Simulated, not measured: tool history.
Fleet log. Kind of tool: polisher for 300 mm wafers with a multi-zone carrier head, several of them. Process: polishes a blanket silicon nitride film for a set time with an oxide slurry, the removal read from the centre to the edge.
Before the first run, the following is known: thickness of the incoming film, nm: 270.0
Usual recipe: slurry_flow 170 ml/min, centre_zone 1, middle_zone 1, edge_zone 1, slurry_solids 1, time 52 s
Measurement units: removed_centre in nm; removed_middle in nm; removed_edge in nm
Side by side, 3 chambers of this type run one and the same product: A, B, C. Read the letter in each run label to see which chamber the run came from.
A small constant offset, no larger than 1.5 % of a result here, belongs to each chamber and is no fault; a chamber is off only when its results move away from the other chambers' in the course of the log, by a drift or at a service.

| run | hour | slurry_flow | centre_zone | middle_zone | edge_zone | slurry_solids | time | removed_centre | removed_middle | removed_edge |
|---|---|---|---|---|---|---|---|---|---|---|
|  | 1.8 | chamber A: worn pad replaced by a new one |
| 1C | 4.3 | 170 | 1 | 1 | 1 | 1 | 52 | 50.381 | 49.999 | 50.321 |
| 2A | 8.4 | 170 | 1 | 1 | 1 | 1 | 52 | 50.682 | 50.37 | 50.378 |
| 3B | 12.7 | 170 | 1 | 1 | 1 | 1 | 52 | 50.165 | 50.104 | 50.068 |
| 4A | 16.7 | 170 | 1 | 1 | 1 | 1 | 52 | 49.988 | 50.287 | 49.818 |
| 5B | 19.4 | 170 | 1 | 1 | 1 | 1 | 52 | 50.462 | 49.576 | 49.914 |
| 6C | 25.3 | 170 | 1 | 1 | 1 | 1 | 52 | 50.138 | 49.926 | 49.87 |
| 7A | 28.9 | 170 | 1 | 1 | 1 | 1 | 52 | 50.616 | 49.734 | 50.058 |
| 8C | 33.1 | 170 | 1 | 1 | 1 | 1 | 52 | 50.771 | 50.279 | 50.079 |
| 9B | 36.2 | 170 | 1 | 1 | 1 | 1 | 52 | 50.126 | 50.207 | 49.995 |
|  | 37.1 | chamber C: slurry nozzle cleaned |
| 10B | 38.8 | 170 | 1 | 1 | 1 | 1 | 52 | 50.32 | 51.046 | 50.028 |
|  | 40.2 | chamber C: worn pad replaced by a new one |
| 11A | 42.5 | 170 | 1 | 1 | 1 | 1 | 52 | 50.466 | 49.947 | 49.618 |
| 12C | 46.1 | 150 | 0.95 | 1 | 1 | 1 | 52 | 47.4 | 49.058 | 49.658 |
| 13B | 49.8 | 150 | 0.95 | 1 | 1 | 1 | 52 | 45.772 | 48.714 | 48.606 |
| 14C | 54.3 | 150 | 0.95 | 1 | 1 | 1 | 52 | 46.624 | 48.834 | 50.125 |
| 15A | 57.2 | 170 | 1 | 1 | 1 | 1 | 52 | 50.189 | 49.837 | 49.68 |
| 16B | 62.9 | 170 | 1 | 1 | 1 | 1 | 52 | 49.683 | 50.902 | 49.985 |
|  | 66.4 | chamber B: worn pad replaced by a new one |
|  | 68.2 | chamber C: edge zone pressure recalibrated |
| 17A | 68.8 | 170 | 1 | 1 | 1 | 1 | 52 | 49.867 | 50.082 | 49.329 |
| 18C | 72 | 170 | 1 | 1 | 1 | 1 | 52 | 50.283 | 49.563 | 50.15 |
| 19C | 76.4 | 170 | 1 | 1 | 1 | 1 | 52 | 50.599 | 50.23 | 51.233 |
| 20A | 80.1 | 170 | 1 | 1 | 1 | 1 | 52 | 50.152 | 49.797 | 49.656 |
| 21B | 83.8 | 170 | 1 | 1 | 1 | 1 | 52 | 50.249 | 49.743 | 50.067 |
| 22C | 89.2 | 170 | 1 | 1 | 1 | 1 | 52 | 50.834 | 50.342 | 50.75 |
| 23A | 94.5 | 170 | 1 | 1 | 1 | 1 | 52 | 50.107 | 49.963 | 49.391 |

For the next run the whole fleet of 3 chambers uses the same settings. Give each chamber's results:
| 24A | 98.8 | 170 | 1 | 1 | 0.95 | 1 | 52 | ? | ? | ? |
| 24B | 98.8 | 170 | 1 | 1 | 0.95 | 1 | 52 | ? | ? | ? |
| 24C | 98.8 | 170 | 1 | 1 | 0.95 | 1 | 52 | ? | ? | ? |

| run | removed_centre | removed_middle | removed_edge |
|---|---|---|---|
| 24A | 49.982 | 50.187 | 48.167 |
| 24B | 50.388 | 50.364 | 48.323 |
| 24C | 50.577 | 50.482 | 48.724 |
